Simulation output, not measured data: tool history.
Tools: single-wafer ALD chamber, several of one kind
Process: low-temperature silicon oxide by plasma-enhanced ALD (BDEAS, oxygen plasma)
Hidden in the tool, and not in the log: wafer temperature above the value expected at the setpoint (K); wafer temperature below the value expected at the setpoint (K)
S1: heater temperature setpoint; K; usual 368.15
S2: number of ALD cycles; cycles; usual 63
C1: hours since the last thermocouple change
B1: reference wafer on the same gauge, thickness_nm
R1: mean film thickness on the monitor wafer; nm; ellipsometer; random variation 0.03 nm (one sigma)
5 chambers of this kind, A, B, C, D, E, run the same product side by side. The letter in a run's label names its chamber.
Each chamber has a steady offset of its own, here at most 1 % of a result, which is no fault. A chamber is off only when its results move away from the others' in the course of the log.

| run | hour | S1 | S2 | C1 | B1 | R1 |
|---|---|---|---|---|---|---|
| 1D | 2.9 | 368.15 | 63 | 2132.3 | 9.6942 | 9.2594 |
| 2C | 5.7 | 368.15 | 63 | 1689.1 | 9.7041 | 9.1314 |
| 3E | 9.8 | 368.15 | 63 | 1094.7 | 9.7011 | 9.0847 |
|  | 11.8 | chamber B: thermocouple changed; heater temperature recalibrated |
| 4A | 13.9 | 368.15 | 63 | 2694.3 | 9.6941 | 9.1398 |
| 5B | 15.9 | 368.15 | 63 | 4.2 | 9.6979 | 9.2267 |
| 6E | 19 | 368.15 | 74 | 1103.9 | 9.6964 | 10.706 |
| 7A | 21.5 | 368.15 | 74 | 2701.9 | 9.7105 | 10.7 |
| 8B | 24.2 | 368.15 | 74 | 12.5 | 9.694 | 10.722 |
| 9D | 26.6 | 368.15 | 74 | 2156 | 9.6972 | 10.737 |
| 10C | 30.6 | 368.15 | 74 | 1714 | 9.6965 | 10.749 |
| 11A | 34.4 | 368.15 | 63 | 2714.8 | 9.6926 | 9.0913 |
| 12B | 38.1 | 368.15 | 63 | 26.4 | 9.7047 | 9.1742 |
| 13C | 40.7 | 368.15 | 63 | 1724.1 | 9.7083 | 9.1647 |
| 14E | 44.1 | 368.15 | 63 | 1129 | 9.6984 | 9.0806 |
| 15D | 47.2 | 368.15 | 63 | 2176.6 | 9.706 | 9.2001 |
| 16A | 49.2 | 368.15 | 63 | 2729.6 | 9.7028 | 9.0839 |
| 17B | 52.5 | 368.15 | 69 | 40.8 | 9.695 | 10.062 |
| 18E | 54.9 | 368.15 | 69 | 1139.8 | 9.7095 | 9.9985 |
| 19D | 58.8 | 368.15 | 69 | 2188.2 | 9.7033 | 10.097 |
| 20C | 61.2 | 368.15 | 69 | 1744.6 | 9.6969 | 10.012 |
| 21E | 64.4 | 368.15 | 69 | 1149.3 | 9.6996 | 10.042 |
| 22B | 67.6 | 368.15 | 63 | 55.9 | 9.7012 | 9.1912 |
| 23D | 69.5 | 354.15 | 56 | 2198.9 | 9.7037 | 8.6449 |
| 24A | 72.1 | 354.15 | 56 | 2752.5 | 9.7091 | 8.5335 |
| 25C | 75.2 | 354.15 | 56 | 1758.6 | 9.7046 | 8.5364 |
| 26A | 79.5 | 354.15 | 56 | 2759.9 | 9.7022 | 8.4975 |
| 27B | 83.7 | 354.15 | 56 | 72 | 9.6972 | 8.5835 |
| 28C | 88.1 | 368.15 | 63 | 1771.5 | 9.7011 | 9.1572 |
| 29D | 90.5 | 368.15 | 63 | 2219.9 | 9.7019 | 9.2248 |
| 30E | 94 | 368.15 | 63 | 1178.9 | 9.6971 | 9.1177 |
| 31D | 96.1 | 368.15 | 63 | 2225.5 | 9.6989 | 9.2198 |
| 32E | 98.5 | 368.15 | 63 | 1183.4 | 9.7024 | 9.1112 |
| 33B | 102.3 | 368.15 | 63 | 90.6 | 9.6967 | 9.2412 |
| 34C | 104.6 | 368.15 | 63 | 1788 | 9.6983 | 9.1803 |

What goes on in this fleet: one chamber off, a drifting gauge, or nothing beyond the chambers' own small offsets? Name the chamber and the cause, if any.

No chamber stands off beyond its own small offset, and the gauge holds steady.
